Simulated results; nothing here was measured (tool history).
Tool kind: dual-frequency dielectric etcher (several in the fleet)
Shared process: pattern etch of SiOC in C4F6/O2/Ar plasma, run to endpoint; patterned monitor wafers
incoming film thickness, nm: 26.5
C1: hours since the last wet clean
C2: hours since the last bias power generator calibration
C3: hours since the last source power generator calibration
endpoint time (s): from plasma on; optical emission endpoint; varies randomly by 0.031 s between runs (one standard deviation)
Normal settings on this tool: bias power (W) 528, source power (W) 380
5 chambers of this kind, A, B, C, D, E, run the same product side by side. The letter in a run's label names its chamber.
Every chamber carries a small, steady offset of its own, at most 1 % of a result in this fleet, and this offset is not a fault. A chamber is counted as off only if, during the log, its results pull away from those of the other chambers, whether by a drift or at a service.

{"run": "1A", "hour": 5.6, "bias power (W)": 528, "source power (W)": 380, "C1": 133.1, "C2": 2187.4, "C3": 2482.7, "endpoint time (s)": 8.9449}
{"run": "2C", "hour": 11.0, "bias power (W)": 528, "source power (W)": 380, "C1": 418.4, "C2": 1898.9, "C3": 2554.2, "endpoint time (s)": 8.7711}
{"run": "3D", "hour": 18.5, "bias power (W)": 528, "source power (W)": 380, "C1": 77.3, "C2": 3741.3, "C3": 21.1, "endpoint time (s)": 8.9873}
{"run": "4B", "hour": 24.5, "bias power (W)": 528, "source power (W)": 380, "C1": 177.1, "C2": 2820.8, "C3": 1585.7, "endpoint time (s)": 8.954}
{"run": "5E", "hour": 30.3, "bias power (W)": 528, "source power (W)": 380, "C1": 173.0, "C2": 304.5, "C3": 1446.4, "endpoint time (s)": 8.8731}
{"run": "6B", "hour": 36.3, "bias power (W)": 528, "source power (W)": 380, "C1": 188.9, "C2": 2832.6, "C3": 1597.5, "endpoint time (s)": 8.9266}
{"run": "7D", "hour": 45.1, "bias power (W)": 528, "source power (W)": 380, "C1": 103.9, "C2": 3767.9, "C3": 47.7, "endpoint time (s)": 8.9547}
{"run": "8A", "hour": 50.5, "bias power (W)": 528, "source power (W)": 380, "C1": 178.0, "C2": 2232.3, "C3": 2527.6, "endpoint time (s)": 8.9749}
{"hour": 53.7, "done": "chamber C: wet clean of the chamber"}
{"run": "9E", "hour": 54.5, "bias power (W)": 528, "source power (W)": 380, "C1": 197.2, "C2": 328.7, "C3": 1470.6, "endpoint time (s)": 8.8808}
{"run": "10C", "hour": 62.4, "bias power (W)": 528, "source power (W)": 380, "C1": 8.7, "C2": 1950.3, "C3": 2605.6, "endpoint time (s)": 8.7999}
{"hour": 63.4, "done": "chamber D: bias power generator calibrated"}
{"run": "11C", "hour": 68.2, "bias power (W)": 528, "source power (W)": 380, "C1": 14.5, "C2": 1956.1, "C3": 2611.4, "endpoint time (s)": 8.8437}
{"run": "12E", "hour": 76.2, "bias power (W)": 528, "source power (W)": 380, "C1": 218.9, "C2": 350.4, "C3": 1492.3, "endpoint time (s)": 8.8076}
{"run": "13B", "hour": 84.3, "bias power (W)": 528, "source power (W)": 380, "C1": 236.9, "C2": 2880.6, "C3": 1645.5, "endpoint time (s)": 8.9753}
{"run": "14D", "hour": 91.8, "bias power (W)": 528, "source power (W)": 380, "C1": 150.6, "C2": 28.5, "C3": 94.4, "endpoint time (s)": 8.9515}
{"run": "15A", "hour": 98.4, "bias power (W)": 528, "source power (W)": 380, "C1": 225.9, "C2": 2280.2, "C3": 2575.5, "endpoint time (s)": 8.8671}
{"run": "16D", "hour": 107.3, "bias power (W)": 528, "source power (W)": 380, "C1": 166.1, "C2": 44.0, "C3": 109.9, "endpoint time (s)": 8.9468}
{"run": "17A", "hour": 111.6, "bias power (W)": 528, "source power (W)": 380, "C1": 239.1, "C2": 2293.4, "C3": 2588.7, "endpoint time (s)": 8.8827}
{"run": "18E", "hour": 115.7, "bias power (W)": 454, "source power (W)": 380, "C1": 258.4, "C2": 389.9, "C3": 1531.8, "endpoint time (s)": 9.3562}
{"run": "19C", "hour": 120.2, "bias power (W)": 454, "source power (W)": 380, "C1": 66.5, "C2": 2008.1, "C3": 2663.4, "endpoint time (s)": 9.3049}
{"run": "20B", "hour": 125.6, "bias power (W)": 454, "source power (W)": 380, "C1": 278.2, "C2": 2921.9, "C3": 1686.8, "endpoint time (s)": 9.472}
{"run": "21D", "hour": 134.2, "bias power (W)": 454, "source power (W)": 380, "C1": 193.0, "C2": 70.9, "C3": 136.8, "endpoint time (s)": 9.5334}
{"run": "22B", "hour": 140.8, "bias power (W)": 454, "source power (W)": 380, "C1": 293.4, "C2": 2937.1, "C3": 1702.0, "endpoint time (s)": 9.5527}
{"run": "23A", "hour": 146.4, "bias power (W)": 528, "source power (W)": 380, "C1": 273.9, "C2": 2328.2, "C3": 2623.5, "endpoint time (s)": 8.7785}
{"run": "24E", "hour": 154.7, "bias power (W)": 528, "source power (W)": 380, "C1": 297.4, "C2": 428.9, "C3": 1570.8, "endpoint time (s)": 8.8292}
{"run": "25C", "hour": 161.7, "bias power (W)": 528, "source power (W)": 380, "C1": 108.0, "C2": 2049.6, "C3": 2704.9, "endpoint time (s)": 8.8679}
{"run": "26C", "hour": 165.7, "bias power (W)": 528, "source power (W)": 380, "C1": 112.0, "C2": 2053.6, "C3": 2708.9, "endpoint time (s)": 8.8376}
{"run": "27E", "hour": 171.1, "bias power (W)": 528, "source power (W)": 380, "C1": 313.8, "C2": 445.3, "C3": 1587.2, "endpoint time (s)": 8.8642}
{"run": "28A", "hour": 177.9, "bias power (W)": 528, "source power (W)": 380, "C1": 305.4, "C2": 2359.7, "C3": 2655.0, "endpoint time (s)": 8.6546}
{"run": "29B", "hour": 187.0, "bias power (W)": 528, "source power (W)": 380, "C1": 339.6, "C2": 2983.3, "C3": 1748.2, "endpoint time (s)": 8.9936}
{"run": "30D", "hour": 191.7, "bias power (W)": 528, "source power (W)": 380, "C1": 250.5, "C2": 128.4, "C3": 194.3, "endpoint time (s)": 8.9791}
{"run": "31D", "hour": 200.2, "bias power (W)": 416, "source power (W)": 380, "C1": 259.0, "C2": 136.9, "C3": 202.8, "endpoint time (s)": 9.7763}
{"run": "32B", "hour": 204.2, "bias power (W)": 416, "source power (W)": 380, "C1": 356.8, "C2": 3000.5, "C3": 1765.4, "endpoint time (s)": 9.813}
{"run": "33E", "hour": 210.4, "bias power (W)": 416, "source power (W)": 380, "C1": 353.1, "C2": 484.6, "C3": 1626.5, "endpoint time (s)": 9.6223}
{"run": "34C", "hour": 217.4, "bias power (W)": 416, "source power (W)": 380, "C1": 163.7, "C2": 2105.3, "C3": 2760.6, "endpoint time (s)": 9.6586}
{"run": "35A", "hour": 222.2, "bias power (W)": 416, "source power (W)": 380, "C1": 349.7, "C2": 2404.0, "C3": 2699.3, "endpoint time (s)": 9.3822}
{"run": "36A", "hour": 231.3, "bias power (W)": 528, "source power (W)": 290, "C1": 358.8, "C2": 2413.1, "C3": 2708.4, "endpoint time (s)": 9.4679}

Does one chamber stand apart from the rest, does the shared gauge drift, or is all well apart from small per-chamber offsets? Give the chamber and the most likely cause, where there is one.

One chamber, A, drifts off from the rest bit by bit.
Most likely cause: etch rate over this chamber's usual, % = 4.75.

Here are 4 candidates for chamber A's next run, each the usual settings with a change, their results left as question marks. Which one brings its results back in line with what the others give on the usual settings?
In-line tolerance around the mean of the other chambers on the usual settings: endpoint time (s) 0.1100
{"run": "37A-1", "hour": 237.9, "bias power (W)": 538, "source power (W)": 390, "endpoint time (s)": "?"}
{"run": "37A-2", "hour": 237.9, "bias power (W)": 469, "source power (W)": 380, "endpoint time (s)": "?"}
{"run": "37A-3", "hour": 237.9, "bias power (W)": 518, "source power (W)": 370, "endpoint time (s)": "?"}
{"run": "37A-4", "hour": 237.9, "bias power (W)": 528, "source power (W)": 430, "endpoint time (s)": "?"}

The other chambers' mean on the usual settings: endpoint time (s) 8.9073
run=37A-1 endpoint_time_(s)=8.3909
run=37A-2 endpoint_time_(s)=8.9160
run=37A-3 endpoint_time_(s)=8.6761
run=37A-4 endpoint_time_(s)=8.1542
It is 37A-2 that realigns the chamber with its peers.
